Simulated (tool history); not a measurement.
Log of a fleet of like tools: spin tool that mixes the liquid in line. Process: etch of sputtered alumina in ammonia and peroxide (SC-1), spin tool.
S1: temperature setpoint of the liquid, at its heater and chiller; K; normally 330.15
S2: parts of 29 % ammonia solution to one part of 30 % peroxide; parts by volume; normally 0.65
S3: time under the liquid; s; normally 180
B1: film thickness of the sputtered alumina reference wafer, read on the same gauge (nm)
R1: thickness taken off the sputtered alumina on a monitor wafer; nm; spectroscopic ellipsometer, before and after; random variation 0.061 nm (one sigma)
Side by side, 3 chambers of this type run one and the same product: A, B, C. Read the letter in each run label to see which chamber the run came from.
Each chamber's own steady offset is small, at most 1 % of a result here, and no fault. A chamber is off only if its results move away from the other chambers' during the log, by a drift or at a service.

Run 1A, hour 6.8: usual settings; B1 79.996. Result: R1 10.2890 nm.
Run 2C, hour 13.2: usual settings; B1 79.991. Result: R1 10.4360 nm.
Run 3B, hour 20.9: usual settings; B1 79.981. Result: R1 10.4630 nm.
Run 4B, hour 28.3: usual settings; B1 79.999. Result: R1 10.4320 nm.
Run 5A, hour 34.4: usual settings but S3 270 s; B1 79.995. Result: R1 15.5050 nm.
Run 6C, hour 43.8: usual settings but S3 270 s; B1 79.997. Result: R1 15.6030 nm.
Run 7C, hour 50.8: usual settings but S3 270 s; B1 80.003. Result: R1 15.4920 nm.
At hour 59.6: chamber B: new drum of ammonia solution connected.
Run 8B, hour 59.6: usual settings; B1 80.005. Result: R1 10.4170 nm.
Run 9A, hour 68.8: usual settings; B1 80.005. Result: R1 10.3970 nm.
Run 10B, hour 74.4: usual settings; B1 80.001. Result: R1 10.4910 nm.
Run 11A, hour 82.3: usual settings but S2 0.95 parts by volume, S3 240 s; B1 79.993. Result: R1 14.1860 nm.
At hour 90.4: chamber B: thermometer replaced.
Run 12C, hour 90.8: usual settings but S2 0.95 parts by volume, S3 240 s; B1 79.999. Result: R1 14.3550 nm.
Run 13C, hour 97.6: usual settings but S2 0.95 parts by volume, S3 240 s; B1 80.002. Result: R1 14.4050 nm.
Run 14B, hour 106.2: usual settings; B1 79.993. Result: R1 10.5720 nm.
Run 15A, hour 113.0: usual settings but S1 322.65 K; B1 80.009. Result: R1 6.9752 nm.
Run 16B, hour 119.4: usual settings but S1 322.65 K; B1 79.996. Result: R1 6.9623 nm.
Run 17C, hour 124.8: usual settings but S1 322.65 K; B1 79.996. Result: R1 6.9921 nm.
Run 18A, hour 129.9: usual settings; B1 80.007. Result: R1 10.2070 nm.
Run 19B, hour 136.7: usual settings; B1 80.002. Result: R1 10.4810 nm.
Run 20C, hour 143.4: usual settings but S1 321.15 K; B1 80.001. Result: R1 6.3609 nm.

Each of the 3 chambers runs these same settings next. Fill in every chamber's results:
Run 21A, hour 150.3: usual settings. Result: R1 ?.
Run 21B, hour 150.3: usual settings. Result: R1 ?.
Run 21C, hour 150.3: usual settings. Result: R1 ?.

run       R1
21A  10.2500
21B  10.4340
21C  10.4790

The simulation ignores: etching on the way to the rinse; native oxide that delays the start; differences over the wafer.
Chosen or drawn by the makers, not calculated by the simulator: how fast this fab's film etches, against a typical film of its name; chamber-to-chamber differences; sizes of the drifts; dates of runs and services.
